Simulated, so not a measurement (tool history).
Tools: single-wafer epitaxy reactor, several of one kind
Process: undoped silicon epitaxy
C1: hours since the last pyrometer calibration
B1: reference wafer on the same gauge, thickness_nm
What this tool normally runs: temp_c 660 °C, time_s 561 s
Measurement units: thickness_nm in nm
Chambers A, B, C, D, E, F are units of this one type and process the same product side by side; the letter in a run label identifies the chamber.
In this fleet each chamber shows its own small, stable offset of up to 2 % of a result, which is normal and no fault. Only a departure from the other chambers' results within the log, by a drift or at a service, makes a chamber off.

run 1D hour=8.0 | temp_c=660 time_s=561 | C1=452.4 | B1=117.95 | thickness_nm=117.81
run 2C hour=21.5 | temp_c=660 time_s=561 | C1=1536.4 | B1=117.93 | thickness_nm=117.47
run 3B hour=37.4 | temp_c=660 time_s=561 | C1=1552.6 | B1=117.85 | thickness_nm=115.57
-- hour=46.0 chamber C: pyrometer calibrated
run 4F hour=53.6 | temp_c=660 time_s=561 | C1=835.2 | B1=118.10 | thickness_nm=116.74
run 5A hour=66.7 | temp_c=660 time_s=561 | C1=1028.0 | B1=117.98 | thickness_nm=116.10
run 6E hour=82.3 | temp_c=660 time_s=561 | C1=1110.8 | B1=117.89 | thickness_nm=114.83
run 7A hour=94.9 | temp_c=660 time_s=561 | C1=1056.2 | B1=117.98 | thickness_nm=116.13
run 8C hour=106.7 | temp_c=660 time_s=561 | C1=60.8 | B1=118.11 | thickness_nm=118.31
run 9E hour=116.3 | temp_c=660 time_s=561 | C1=1144.8 | B1=117.92 | thickness_nm=114.80
run 10B hour=130.4 | temp_c=660 time_s=561 | C1=1645.6 | B1=117.93 | thickness_nm=116.19
run 11F hour=139.5 | temp_c=660 time_s=561 | C1=921.1 | B1=118.02 | thickness_nm=116.82
run 12D hour=152.7 | temp_c=660 time_s=561 | C1=597.1 | B1=118.06 | thickness_nm=116.94
run 13B hour=161.8 | temp_c=660 time_s=561 | C1=1677.0 | B1=118.02 | thickness_nm=116.06
run 14E hour=171.6 | temp_c=660 time_s=561 | C1=1200.1 | B1=117.96 | thickness_nm=115.08
run 15C hour=183.3 | temp_c=660 time_s=503 | C1=137.4 | B1=117.99 | thickness_nm=106.01
run 16A hour=190.7 | temp_c=660 time_s=503 | C1=1152.0 | B1=118.04 | thickness_nm=104.55
run 17D hour=201.0 | temp_c=660 time_s=503 | C1=645.4 | B1=117.95 | thickness_nm=105.47
run 18F hour=215.4 | temp_c=660 time_s=503 | C1=997.0 | B1=118.16 | thickness_nm=104.20
-- hour=229.5 chamber B: pyrometer calibrated
run 19F hour=229.6 | temp_c=660 time_s=503 | C1=1011.2 | B1=118.04 | thickness_nm=104.03
run 20D hour=240.2 | temp_c=660 time_s=503 | C1=684.6 | B1=118.04 | thickness_nm=105.53
run 21B hour=247.2 | temp_c=660 time_s=561 | C1=17.8 | B1=118.04 | thickness_nm=115.96
run 22E hour=254.3 | temp_c=660 time_s=561 | C1=1282.8 | B1=118.09 | thickness_nm=114.70
run 23A hour=270.1 | temp_c=660 time_s=561 | C1=1231.4 | B1=118.03 | thickness_nm=116.35
run 24C hour=283.5 | temp_c=660 time_s=561 | C1=237.6 | B1=117.97 | thickness_nm=117.82
run 25B hour=290.8 | temp_c=660 time_s=561 | C1=61.4 | B1=117.94 | thickness_nm=116.67
run 26A hour=305.2 | temp_c=660 time_s=561 | C1=1266.5 | B1=118.09 | thickness_nm=115.97
run 27F hour=316.5 | temp_c=660 time_s=561 | C1=1098.1 | B1=118.03 | thickness_nm=117.71
run 28E hour=331.4 | temp_c=660 time_s=561 | C1=1359.9 | B1=118.08 | thickness_nm=114.64
run 29D hour=342.9 | temp_c=660 time_s=561 | C1=787.3 | B1=117.96 | thickness_nm=120.05
run 30C hour=356.6 | temp_c=660 time_s=561 | C1=310.7 | B1=117.91 | thickness_nm=118.04
run 31B hour=365.3 | temp_c=660 time_s=561 | C1=135.9 | B1=118.04 | thickness_nm=116.21
run 32D hour=374.2 | temp_c=672 time_s=468 | C1=818.6 | B1=118.01 | thickness_nm=129.53
run 33A hour=385.9 | temp_c=672 time_s=468 | C1=1347.2 | B1=117.98 | thickness_nm=124.71
run 34C hour=393.1 | temp_c=672 time_s=468 | C1=347.2 | B1=118.03 | thickness_nm=127.14
run 35E hour=403.1 | temp_c=672 time_s=468 | C1=1431.6 | B1=118.07 | thickness_nm=123.45
run 36F hour=413.6 | temp_c=672 time_s=468 | C1=1195.2 | B1=118.05 | thickness_nm=124.70
run 37C hour=422.2 | temp_c=672 time_s=468 | C1=376.3 | B1=117.95 | thickness_nm=127.79
run 38D hour=434.8 | temp_c=660 time_s=561 | C1=879.2 | B1=118.04 | thickness_nm=120.73

All 6 chambers run these settings next. Forecast each chamber's results:
run 39A hour=446.4 | temp_c=660 time_s=561 | thickness_nm=?
run 39B hour=446.4 | temp_c=660 time_s=561 | thickness_nm=?
run 39C hour=446.4 | temp_c=660 time_s=561 | thickness_nm=?
run 39D hour=446.4 | temp_c=660 time_s=561 | thickness_nm=?
run 39E hour=446.4 | temp_c=660 time_s=561 | thickness_nm=?
run 39F hour=446.4 | temp_c=660 time_s=561 | thickness_nm=?

run=39A thickness_nm=116.10
run=39B thickness_nm=116.19
run=39C thickness_nm=117.54
run=39D thickness_nm=121.32
run=39E thickness_nm=114.97
run=39F thickness_nm=116.68

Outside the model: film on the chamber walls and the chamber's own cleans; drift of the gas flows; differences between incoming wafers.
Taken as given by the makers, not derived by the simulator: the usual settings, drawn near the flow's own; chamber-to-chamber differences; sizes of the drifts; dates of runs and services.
